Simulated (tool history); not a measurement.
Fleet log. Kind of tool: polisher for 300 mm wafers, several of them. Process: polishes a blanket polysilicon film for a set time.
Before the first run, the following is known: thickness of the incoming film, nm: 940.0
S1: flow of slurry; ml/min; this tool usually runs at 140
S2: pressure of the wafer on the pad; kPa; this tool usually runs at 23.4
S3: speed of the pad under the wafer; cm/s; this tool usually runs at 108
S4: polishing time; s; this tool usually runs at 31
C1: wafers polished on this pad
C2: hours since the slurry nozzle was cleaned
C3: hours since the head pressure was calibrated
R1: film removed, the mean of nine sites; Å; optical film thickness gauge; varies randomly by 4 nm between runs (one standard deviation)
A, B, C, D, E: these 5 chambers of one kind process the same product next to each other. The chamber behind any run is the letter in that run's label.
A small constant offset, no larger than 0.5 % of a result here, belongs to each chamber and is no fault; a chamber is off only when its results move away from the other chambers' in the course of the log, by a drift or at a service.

At hour 5.6: chamber E: worn pad replaced by a new one.
Run 1E, hour 7: usual settings; C1 13; C2 212.6; C3 696.3. Result: R1 3808.3 Å.
At hour 15.1: chamber C: worn pad replaced by a new one.
Run 2D, hour 17.7: usual settings; C1 852; C2 425.6; C3 190. Result: R1 3879.6 Å.
Run 3A, hour 31.2: usual settings; C1 819; C2 738.6; C3 327.6. Result: R1 3827.1 Å.
Run 4B, hour 39.3: usual settings; C1 450; C2 294.3; C3 1175.3. Result: R1 3858.4 Å.
At hour 42.4: chamber D: worn pad replaced by a new one.
Run 5C, hour 48.7: usual settings; C1 319; C2 234.6; C3 556.8. Result: R1 3830.4 Å.
Run 6C, hour 57.7: usual settings; C1 405; C2 243.6; C3 565.8. Result: R1 3885.1 Å.
At hour 63.3: chamber A: slurry nozzle cleaned.
Run 7D, hour 64.8: usual settings; C1 213; C2 472.7; C3 237.1. Result: R1 3782.7 Å.
At hour 68.3: chamber B: worn pad replaced by a new one.
At hour 71.5: chamber C: slurry nozzle cleaned.
Run 8B, hour 73.9: usual settings; C1 53; C2 328.9; C3 1209.9. Result: R1 3823.4 Å.
Run 9E, hour 82.8: usual settings but S3 134 cm/s; C1 733; C2 288.4; C3 772.1. Result: R1 4773.5 Å.
At hour 85: chamber E: worn pad replaced by a new one.
At hour 88.3: chamber A: head pressure recalibrated.
Run 10A, hour 97.1: usual settings but S3 134 cm/s; C1 1445; C2 33.8; C3 8.9. Result: R1 4858.3 Å.
At hour 98: chamber D: slurry nozzle cleaned.
At hour 103.8: chamber C: worn pad replaced by a new one.
Run 11B, hour 105.5: usual settings but S3 134 cm/s; C1 353; C2 360.5; C3 1241.5. Result: R1 4749.4 Å.
At hour 116.1: chamber A: worn pad replaced by a new one.
Run 12C, hour 119.2: usual settings but S3 134 cm/s; C1 146; C2 47.7; C3 627.3. Result: R1 4827.3 Å.
At hour 126.4: chamber B: head pressure recalibrated.
At hour 129.1: chamber B: worn pad replaced by a new one.
Run 13A, hour 129.2: usual settings but S3 134 cm/s; C1 124; C2 65.9; C3 41. Result: R1 4720.4 Å.
Run 14E, hour 142.4: usual settings; C1 545; C2 348; C3 831.7. Result: R1 3836.4 Å.
At hour 144.5: chamber E: worn pad replaced by a new one.
Run 15D, hour 157.3: usual settings; C1 1091; C2 59.4; C3 329.6. Result: R1 3875.6 Å.
At hour 161.8: chamber D: worn pad replaced by a new one.
Run 16C, hour 171.1: usual settings; C1 639; C2 99.6; C3 679.2. Result: R1 3809.3 Å.
At hour 172.4: chamber C: head pressure recalibrated.
Run 17A, hour 182.9: usual settings; C1 634; C2 119.6; C3 94.7. Result: R1 3767.9 Å.
Run 18E, hour 191.6: usual settings; C1 447; C2 397.2; C3 880.9. Result: R1 3839.4 Å.
At hour 193: chamber C: worn pad replaced by a new one.
At hour 194.9: chamber B: worn pad replaced by a new one.
Run 19B, hour 202.1: usual settings; C1 69; C2 457.1; C3 75.7. Result: R1 3436.9 Å.
At hour 206.3: chamber E: worn pad replaced by a new one.
Run 20D, hour 210.7: usual settings; C1 464; C2 112.8; C3 383. Result: R1 3818.2 Å.
Run 21A, hour 219.1: usual settings; C1 978; C2 155.8; C3 130.9. Result: R1 3812.9 Å.
Run 22D, hour 229.8: usual settings; C1 645; C2 131.9; C3 402.1. Result: R1 3847.7 Å.
Run 23E, hour 241.1: usual settings; C1 330; C2 446.7; C3 930.4. Result: R1 3815.6 Å.
Run 24C, hour 254.8: usual settings; C1 587; C2 183.3; C3 82.5. Result: R1 3873.6 Å.
At hour 260.4: chamber B: worn pad replaced by a new one.
At hour 260.9: chamber A: worn pad replaced by a new one.
Run 25B, hour 267.8: usual settings; C1 71; C2 522.8; C3 141.4. Result: R1 3401.5 Å.
Run 26B, hour 279.9: usual settings; C1 185; C2 534.9; C3 153.5. Result: R1 3457 Å.
At hour 283: chamber C: worn pad replaced by a new one.
At hour 283.5: chamber E: worn pad replaced by a new one.
Run 27D, hour 288.5: usual settings; C1 1202; C2 190.6; C3 460.8. Result: R1 3859.7 Å.
At hour 289: chamber D: worn pad replaced by a new one.
Run 28E, hour 295.8: usual settings; C1 117; C2 501.4; C3 985.1. Result: R1 3845.6 Å.
Run 29C, hour 306.5: usual settings; C1 223; C2 235; C3 134.2. Result: R1 3817.9 Å.
Run 30A, hour 320.1: usual settings but S2 29.6 kPa; C1 562; C2 256.8; C3 231.9. Result: R1 4787.3 Å.
Run 31E, hour 326.8: usual settings but S2 29.6 kPa; C1 411; C2 532.4; C3 1016.1. Result: R1 4928.4 Å.
Run 32D, hour 341.8: usual settings but S2 29.6 kPa; C1 501; C2 243.9; C3 514.1. Result: R1 4806.7 Å.
Run 33A, hour 349.4: usual settings but S2 29.6 kPa; C1 840; C2 286.1; C3 261.2. Result: R1 4862.9 Å.

All chambers now run identical settings, listed one chamber a line with results as question marks. What results will each chamber show?
Run 34A, hour 360.4: usual settings but S4 26 s. Result: R1 ?.
Run 34B, hour 360.4: usual settings but S4 26 s. Result: R1 ?.
Run 34C, hour 360.4: usual settings but S4 26 s. Result: R1 ?.
Run 34D, hour 360.4: usual settings but S4 26 s. Result: R1 ?.
Run 34E, hour 360.4: usual settings but S4 26 s. Result: R1 ?.

run      R1
34A  3263.6
34B    2896
34C    3192
34D  3225.3
34E    3204

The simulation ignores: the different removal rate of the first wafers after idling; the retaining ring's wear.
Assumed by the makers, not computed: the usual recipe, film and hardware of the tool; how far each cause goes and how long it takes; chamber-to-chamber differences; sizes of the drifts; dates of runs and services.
